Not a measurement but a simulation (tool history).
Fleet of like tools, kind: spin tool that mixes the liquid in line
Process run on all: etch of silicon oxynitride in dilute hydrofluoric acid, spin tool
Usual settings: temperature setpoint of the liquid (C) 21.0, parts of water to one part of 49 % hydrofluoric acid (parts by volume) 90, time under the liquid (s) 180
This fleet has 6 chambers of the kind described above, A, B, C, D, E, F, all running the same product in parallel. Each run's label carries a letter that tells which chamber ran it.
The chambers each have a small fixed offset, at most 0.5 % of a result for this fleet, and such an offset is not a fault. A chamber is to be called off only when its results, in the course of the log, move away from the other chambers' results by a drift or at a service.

run,hour,temperature setpoint of the liquid (C),parts of water to one part of 49 % hydrofluoric acid (parts by volume),time under the liquid (s),hours since the thermometer was replaced,hours since the hydrofluoric acid flow meter was replaced,"read-back film thickness of the silicon oxynitride reference wafer, read on the same gauge (nm)",thickness taken off the silicon oxynitride on a monitor wafer (nm)
1A,5.4,21.0,90,180,1201.0,486.5,59.999,2.9743
2E,9.2,21.0,90,180,647.2,1231.8,59.994,2.9088
3F,15.8,21.0,90,180,1524.5,70.2,59.997,2.9753
4C,20.4,21.0,90,180,1131.9,233.0,59.985,2.9968
5D,28.0,21.0,90,180,1836.0,539.5,60.004,3.0026
6B,36.2,21.0,90,180,128.3,769.7,60.008,3.0168
7E,40.9,21.0,90,180,678.9,1263.5,60.000,2.9003
8F,45.1,18.5,120,180,1553.8,99.5,60.000,1.9273
# hour 46.7: chamber D: thermometer replaced
9C,53.1,18.5,120,180,1164.6,265.7,60.004,1.9162
10D,57.8,18.5,120,180,11.1,569.3,59.997,1.9452
11A,61.6,18.5,120,180,1257.2,542.7,59.990,1.9366
12B,66.8,18.5,120,180,158.9,800.3,59.987,1.9246
13F,73.0,18.5,120,180,1581.7,127.4,60.002,1.9516
14E,77.2,21.0,90,180,715.2,1299.8,59.991,2.9047
15D,84.2,21.0,90,180,37.5,595.7,59.999,2.9195
16A,90.4,21.0,90,180,1286.0,571.5,59.994,2.9137
17C,97.0,21.0,50,180,1208.5,309.6,59.997,5.3835
18B,103.8,21.0,50,180,195.9,837.3,59.991,5.5101
19A,111.0,21.0,50,180,1306.6,592.1,60.004,5.5409
20B,115.1,21.0,50,180,207.2,848.6,60.013,5.5725
21F,121.1,21.0,50,180,1629.8,175.5,60.006,5.5217
22C,126.9,21.0,50,180,1238.4,339.5,59.989,5.4281
23D,135.0,21.0,90,180,88.3,646.5,59.993,2.9717
24E,142.5,21.0,90,180,780.5,1365.1,59.993,2.9756
25F,150.4,21.0,90,180,1659.1,204.8,59.991,3.0344
26A,155.0,21.0,90,180,1350.6,636.1,59.994,2.9189
27E,161.4,21.0,90,180,799.4,1384.0,60.004,2.8824
28B,166.9,21.0,90,180,259.0,900.4,60.007,2.9591
29C,173.8,21.0,90,180,1285.3,386.4,59.999,2.9452
30D,178.3,21.0,90,180,131.6,689.8,59.989,2.9621
31E,182.7,21.0,90,180,820.7,1405.3,59.986,2.9634
# hour 185.8: chamber A: thermometer replaced
32F,188.9,21.0,90,180,1697.6,243.3,59.980,3.0014
33C,195.4,21.0,45,180,1306.9,408.0,59.984,6.1413
34D,200.8,21.0,45,180,154.1,712.3,60.013,6.1191
35B,207.7,21.0,45,180,299.8,941.2,59.994,6.2939
36A,214.8,21.0,45,180,29.1,695.9,59.985,6.1190
37B,221.7,21.0,45,180,313.8,955.2,59.996,6.1822
38D,229.2,21.0,45,180,182.5,740.7,59.990,6.1290
39C,235.9,21.0,90,180,1347.4,448.5,60.008,2.9339
40A,242.8,23.5,90,275,57.1,723.9,59.996,5.1944
41F,248.9,23.5,90,275,1757.6,303.3,60.000,5.1023
42E,253.7,23.5,90,275,891.7,1476.3,59.998,5.1176
43C,259.4,23.5,90,275,1370.9,472.0,59.986,5.1646

Does one chamber stand apart from the rest, does the shared gauge drift, or is all well apart from small per-chamber offsets? Give the chamber and the most likely cause, where there is one.

Neither any chamber nor the gauge drifts; the chambers differ only by their own small, steady offsets.
